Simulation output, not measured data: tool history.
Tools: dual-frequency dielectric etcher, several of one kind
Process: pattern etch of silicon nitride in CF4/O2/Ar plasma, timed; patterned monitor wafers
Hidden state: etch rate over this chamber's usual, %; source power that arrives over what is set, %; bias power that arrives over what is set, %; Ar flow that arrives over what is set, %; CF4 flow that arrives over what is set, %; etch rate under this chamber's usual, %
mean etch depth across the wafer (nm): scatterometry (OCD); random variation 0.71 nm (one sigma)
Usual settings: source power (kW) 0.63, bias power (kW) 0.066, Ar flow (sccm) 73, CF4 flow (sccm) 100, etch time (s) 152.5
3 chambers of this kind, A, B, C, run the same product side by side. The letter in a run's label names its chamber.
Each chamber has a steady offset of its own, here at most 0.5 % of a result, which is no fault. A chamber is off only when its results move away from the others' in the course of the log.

run	hour	source power (kW)	bias power (kW)	Ar flow (sccm)	CF4 flow (sccm)	etch time (s)	hours since the last wet clean	hours since the last source power generator calibration	hours since the last bias power generator calibration	hours since the last Ar flow controller change	hours since the last CF4 flow controller change	read-back reference wafer on the same gauge, depth_nm	mean etch depth across the wafer (nm)
1B	2.6	0.63	0.066	73	100	152.5	420.8	2075.6	2091.7	5787.1	41.5	468.14	406.87
2C	5.4	0.63	0.066	73	100	152.5	94.7	2438.1	2246.3	3118.4	1389.4	468.3	406.15
3A	7.7	0.63	0.066	73	100	152.5	273.3	446.9	1164.9	4071.8	76.6	468.3	409.61
4C	10.8	0.63	0.066	73	100	152.5	100.1	2443.5	2251.7	3123.8	1394.8	468.49	406.48
5A	14.8	0.48	0.066	73	109	152.5	280.4	454	1172	4078.9	83.7	468.48	326.36
6B	18.7	0.48	0.066	73	109	152.5	436.9	2091.7	2107.8	5803.2	57.6	468.61	323.59
7A	20.5	0.48	0.066	73	109	152.5	286.1	459.7	1177.7	4084.6	89.4	468.68	327.02
8C	22.4	0.63	0.066	83	100	197.5	111.7	2455.1	2263.3	3135.4	1406.4	468.67	518.73
9B	25.8	0.63	0.066	83	100	197.5	444	2098.8	2114.9	5810.3	64.7	469.06	519.08
10C	28.8	0.63	0.066	83	100	197.5	118.1	2461.5	2269.7	3141.8	1412.8	468.74	519.4
# hour 30.2: chamber B: wet clean of the chamber
11B	32.2	0.63	0.066	73	100	152.5	2	2105.2	2121.3	5816.7	71.1	469.16	409.66
12A	36.2	0.63	0.066	73	100	152.5	301.8	475.4	1193.4	4100.3	105.1	469.2	410.16
13B	40	0.63	0.066	73	100	152.5	9.8	2113	2129.1	5824.5	78.9	469.24	407.4
14A	42.2	0.63	0.066	73	100	152.5	307.8	481.4	1199.4	4106.3	111.1	469.36	409.88
15C	45.4	0.63	0.066	73	100	152.5	134.7	2478.1	2286.3	3158.4	1429.4	469.36	408.2
16C	47.5	0.63	0.066	73	100	152.5	136.8	2480.2	2288.4	3160.5	1431.5	469.65	408.24
17A	49.6	0.63	0.066	73	100	152.5	315.2	488.8	1206.8	4113.7	118.5	469.72	409.46
18B	53.8	0.63	0.066	73	119	152.5	23.6	2126.8	2142.9	5838.3	92.7	469.63	415.75
19B	56.3	0.63	0.066	73	119	152.5	26.1	2129.3	2145.4	5840.8	95.2	469.71	415.97
20C	60.1	0.63	0.066	73	119	152.5	149.4	2492.8	2301	3173.1	1444.1	469.91	414.65
21A	63.1	0.63	0.066	73	100	152.5	328.7	502.3	1220.3	4127.2	132	469.89	410.82
22C	66.4	0.63	0.075	73	100	152.5	155.7	2499.1	2307.3	3179.4	1450.4	470.32	427.38
23A	69.1	0.63	0.075	73	100	152.5	334.7	508.3	1226.3	4133.2	138	470.41	432.26
24B	73.4	0.63	0.075	73	100	152.5	43.2	2146.4	2162.5	5857.9	112.3	470.19	428.99
25B	76.8	0.63	0.066	73	100	152.5	46.6	2149.8	2165.9	5861.3	115.7	470.43	409.53
26A	79.1	0.63	0.066	73	100	152.5	344.7	518.3	1236.3	4143.2	148	470.54	411.42
27C	81.1	0.63	0.066	86	116	152.5	170.4	2513.8	2322	3194.1	1465.1	470.57	409.02
28B	84.5	0.63	0.066	86	116	152.5	54.3	2157.5	2173.6	5869	123.4	470.95	408.65
29C	87.7	0.63	0.066	86	116	152.5	177	2520.4	2328.6	3200.7	1471.7	470.86	407.39
30A	91.8	0.63	0.08	73	100	132.5	357.4	531	1249	4155.9	160.7	471.08	384.91
31A	94.7	0.63	0.08	73	100	132.5	360.3	533.9	1251.9	4158.8	163.6	471.1	384.23
32B	98.4	0.63	0.08	73	100	132.5	68.2	2171.4	2187.5	5882.9	137.3	471.41	383.79

Is one chamber off against the others, does the gauge drift, or is nothing wrong? If a chamber is off, say which, and what the likeliest cause is.

The gauge drifts, so all chambers seem to drift together. No chamber is off.
Cause: gauge reads high (%) = 0.717.
